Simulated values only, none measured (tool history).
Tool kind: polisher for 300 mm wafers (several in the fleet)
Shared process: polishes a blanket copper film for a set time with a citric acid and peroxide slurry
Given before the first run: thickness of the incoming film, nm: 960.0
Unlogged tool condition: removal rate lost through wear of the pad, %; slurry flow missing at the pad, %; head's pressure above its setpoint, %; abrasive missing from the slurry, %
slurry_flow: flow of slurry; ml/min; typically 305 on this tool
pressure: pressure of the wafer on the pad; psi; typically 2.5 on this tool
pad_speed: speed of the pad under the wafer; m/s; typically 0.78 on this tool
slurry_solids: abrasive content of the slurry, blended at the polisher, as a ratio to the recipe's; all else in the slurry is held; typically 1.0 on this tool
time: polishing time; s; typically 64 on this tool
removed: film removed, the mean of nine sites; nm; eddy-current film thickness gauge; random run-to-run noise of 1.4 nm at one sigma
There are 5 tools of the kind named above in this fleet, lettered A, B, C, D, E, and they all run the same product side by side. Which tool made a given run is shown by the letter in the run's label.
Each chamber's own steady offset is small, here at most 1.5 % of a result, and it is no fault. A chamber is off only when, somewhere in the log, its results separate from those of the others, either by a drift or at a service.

| run | hour | slurry_flow | pressure | pad_speed | slurry_solids | time | wafers polished on this pad | hours since the slurry nozzle was cleaned | hours since the head pressure was calibrated | hours since the slurry blender was calibrated | removed |
|---|---|---|---|---|---|---|---|---|---|---|---|
| 1E | 7.1 | 305 | 2.5 | 0.78 | 1.0 | 64 | 315 | 182.0 | 281.9 | 212.7 | 94.366 |
|  | 11.6 | chamber A: slurry nozzle cleaned |
| 2C | 16.8 | 305 | 2.5 | 0.78 | 1.0 | 64 | 762 | 217.2 | 568.8 | 188.6 | 97.421 |
|  | 22.3 | chamber D: worn pad replaced by a new one |
| 3A | 30.7 | 305 | 2.5 | 0.78 | 1.0 | 64 | 702 | 19.2 | 843.3 | 112.4 | 97.867 |
|  | 33.8 | chamber C: slurry blender recalibrated |
|  | 34.2 | chamber B: worn pad replaced by a new one |
| 4B | 38.4 | 305 | 2.5 | 0.78 | 1.0 | 64 | 30 | 309.1 | 752.7 | 169.8 | 95.832 |
| 5D | 45.9 | 305 | 2.5 | 0.78 | 1.0 | 64 | 169 | 126.0 | 62.8 | 133.2 | 97.826 |
| 6E | 56.8 | 305 | 2.5 | 0.78 | 1.0 | 64 | 671 | 231.7 | 331.6 | 262.4 | 95.939 |
|  | 62.3 | chamber C: worn pad replaced by a new one |
| 7B | 68.9 | 305 | 2.5 | 0.78 | 1.0 | 64 | 248 | 339.6 | 783.2 | 200.3 | 99.604 |
| 8D | 76.5 | 305 | 2.5 | 0.78 | 1.0 | 64 | 388 | 156.6 | 93.4 | 163.8 | 100.510 |
| 9C | 87.4 | 305 | 2.5 | 0.78 | 1.0 | 64 | 179 | 287.8 | 639.4 | 53.7 | 96.626 |
| 10A | 100.6 | 305 | 2.5 | 0.78 | 1.0 | 64 | 1203 | 89.1 | 913.2 | 182.3 | 95.514 |
| 11A | 112.3 | 210 | 2.5 | 0.78 | 1.0 | 80 | 1287 | 100.8 | 924.9 | 194.0 | 118.400 |
|  | 115.9 | chamber B: worn pad replaced by a new one |
|  | 122.5 | chamber D: slurry nozzle cleaned |
|  | 125.4 | chamber D: worn pad replaced by a new one |
| 12D | 125.4 | 210 | 2.5 | 0.78 | 1.0 | 80 | 0 | 3.0 | 142.3 | 212.7 | 116.410 |
|  | 125.7 | chamber A: worn pad replaced by a new one |
|  | 131.9 | chamber A: head pressure recalibrated |
| 13E | 134.3 | 210 | 2.5 | 0.78 | 1.0 | 80 | 1226 | 309.2 | 409.1 | 339.9 | 115.910 |
|  | 143.0 | chamber B: head pressure recalibrated |
| 14B | 144.3 | 210 | 2.5 | 0.78 | 1.0 | 80 | 203 | 415.0 | 1.4 | 275.7 | 117.080 |
| 15C | 157.5 | 210 | 2.5 | 0.78 | 1.0 | 80 | 682 | 357.9 | 709.5 | 123.8 | 115.510 |
| 16B | 165.5 | 305 | 2.5 | 0.78 | 1.2 | 64 | 355 | 436.2 | 22.6 | 296.9 | 98.860 |
|  | 165.6 | chamber A: slurry blender recalibrated |
|  | 172.1 | chamber B: slurry nozzle cleaned |
| 17D | 179.5 | 305 | 2.5 | 0.78 | 1.2 | 64 | 387 | 57.1 | 196.4 | 266.8 | 101.140 |
|  | 181.0 | chamber E: slurry blender recalibrated |
|  | 185.6 | chamber B: slurry blender recalibrated |
| 18E | 189.2 | 305 | 2.5 | 0.78 | 1.2 | 64 | 1619 | 364.1 | 464.0 | 8.3 | 99.266 |
|  | 196.4 | chamber B: worn pad replaced by a new one |
| 19C | 196.6 | 305 | 2.5 | 0.78 | 1.2 | 64 | 962 | 397.0 | 748.6 | 162.9 | 99.871 |
|  | 200.6 | chamber C: slurry nozzle cleaned |
| 20A | 207.9 | 305 | 2.5 | 0.78 | 1.2 | 64 | 589 | 196.4 | 76.1 | 42.4 | 100.470 |
| 21C | 222.2 | 305 | 2.5 | 0.78 | 1.0 | 64 | 1145 | 21.7 | 774.2 | 188.5 | 98.449 |
|  | 225.7 | chamber C: worn pad replaced by a new one |
| 22B | 230.7 | 305 | 2.5 | 0.78 | 1.0 | 64 | 246 | 58.6 | 87.8 | 45.2 | 97.707 |
| 23A | 240.4 | 305 | 2.5 | 0.78 | 1.0 | 64 | 821 | 228.9 | 108.6 | 74.9 | 100.210 |
|  | 246.9 | chamber D: worn pad replaced by a new one |
| 24D | 251.9 | 305 | 2.5 | 0.78 | 1.0 | 64 | 36 | 129.5 | 268.8 | 339.2 | 100.550 |
|  | 263.5 | chamber C: slurry blender recalibrated |
|  | 265.6 | chamber E: slurry nozzle cleaned |
| 25E | 266.6 | 205 | 3.0 | 0.78 | 1.0 | 64 | 2174 | 1.1 | 541.4 | 85.7 | 102.940 |
| 26E | 277.8 | 205 | 3.0 | 0.78 | 1.0 | 64 | 2254 | 12.3 | 552.6 | 96.9 | 102.970 |
|  | 287.2 | chamber B: worn pad replaced by a new one |
| 27A | 291.4 | 205 | 3.0 | 0.78 | 1.0 | 64 | 1187 | 279.9 | 159.6 | 125.9 | 111.590 |
| 28B | 302.9 | 205 | 3.0 | 0.78 | 1.0 | 64 | 113 | 130.8 | 160.0 | 117.4 | 114.540 |
| 29D | 316.5 | 205 | 3.0 | 0.78 | 1.0 | 64 | 499 | 194.1 | 333.4 | 403.8 | 116.330 |
|  | 318.4 | chamber A: worn pad replaced by a new one |
|  | 321.4 | chamber D: slurry blender recalibrated |
| 30C | 326.3 | 305 | 2.5 | 0.78 | 1.0 | 64 | 720 | 125.8 | 878.3 | 62.8 | 94.700 |
|  | 331.2 | chamber D: slurry nozzle cleaned |
| 31C | 339.6 | 305 | 2.5 | 0.78 | 1.0 | 64 | 816 | 139.1 | 891.6 | 76.1 | 97.981 |
| 32D | 348.8 | 305 | 2.5 | 0.78 | 1.0 | 64 | 730 | 17.6 | 365.7 | 27.4 | 101.230 |
| 33A | 360.3 | 305 | 2.9 | 0.78 | 1.0 | 64 | 300 | 348.8 | 228.5 | 194.8 | 109.700 |
| 34E | 371.6 | 305 | 2.9 | 0.78 | 1.0 | 64 | 2926 | 106.1 | 646.4 | 190.7 | 98.542 |

Read the log: is a single chamber off, either drifting away or since a service, is the gauge that measures every chamber drifting, or is nothing wrong beyond small per-chamber offsets? Name any odd chamber and what most likely caused it.

One chamber, E, drifts off from the rest bit by bit.
Cause: removal rate lost through wear of the pad, % = 12.2.
From this log alone, it may not be told apart from: head's pressure below its setpoint, %.

Below are 4 candidate recipes for chamber E's next run, each the usual settings with a change, their results shown as question marks. Which of them brings E's results back in line with what the other chambers give on the usual settings?
To be in line, a result may differ from the other chambers' mean on the usual settings by at most: removed 4.800 nm
| 35E-1 | 382.1 | 305 | 2.9 | 0.78 | 1.00 | 64 |  |  |  |  | ? |
| 35E-2 | 382.1 | 305 | 2.5 | 0.68 | 1.00 | 56 |  |  |  |  | ? |
| 35E-3 | 382.1 | 305 | 2.4 | 0.74 | 1.00 | 61 |  |  |  |  | ? |
| 35E-4 | 382.1 | 310 | 2.5 | 0.78 | 1.05 | 81 |  |  |  |  | ? |

The mean the other chambers reach with the usual settings: removed 97.769 nm
| run | removed |
|---|---|
| 35E-1 | 98.409 |
| 35E-2 | 65.544 |
| 35E-3 | 74.360 |
| 35E-4 | 109.220 |
The right change is 35E-1: it brings the chamber back within the allowed miss of the others.
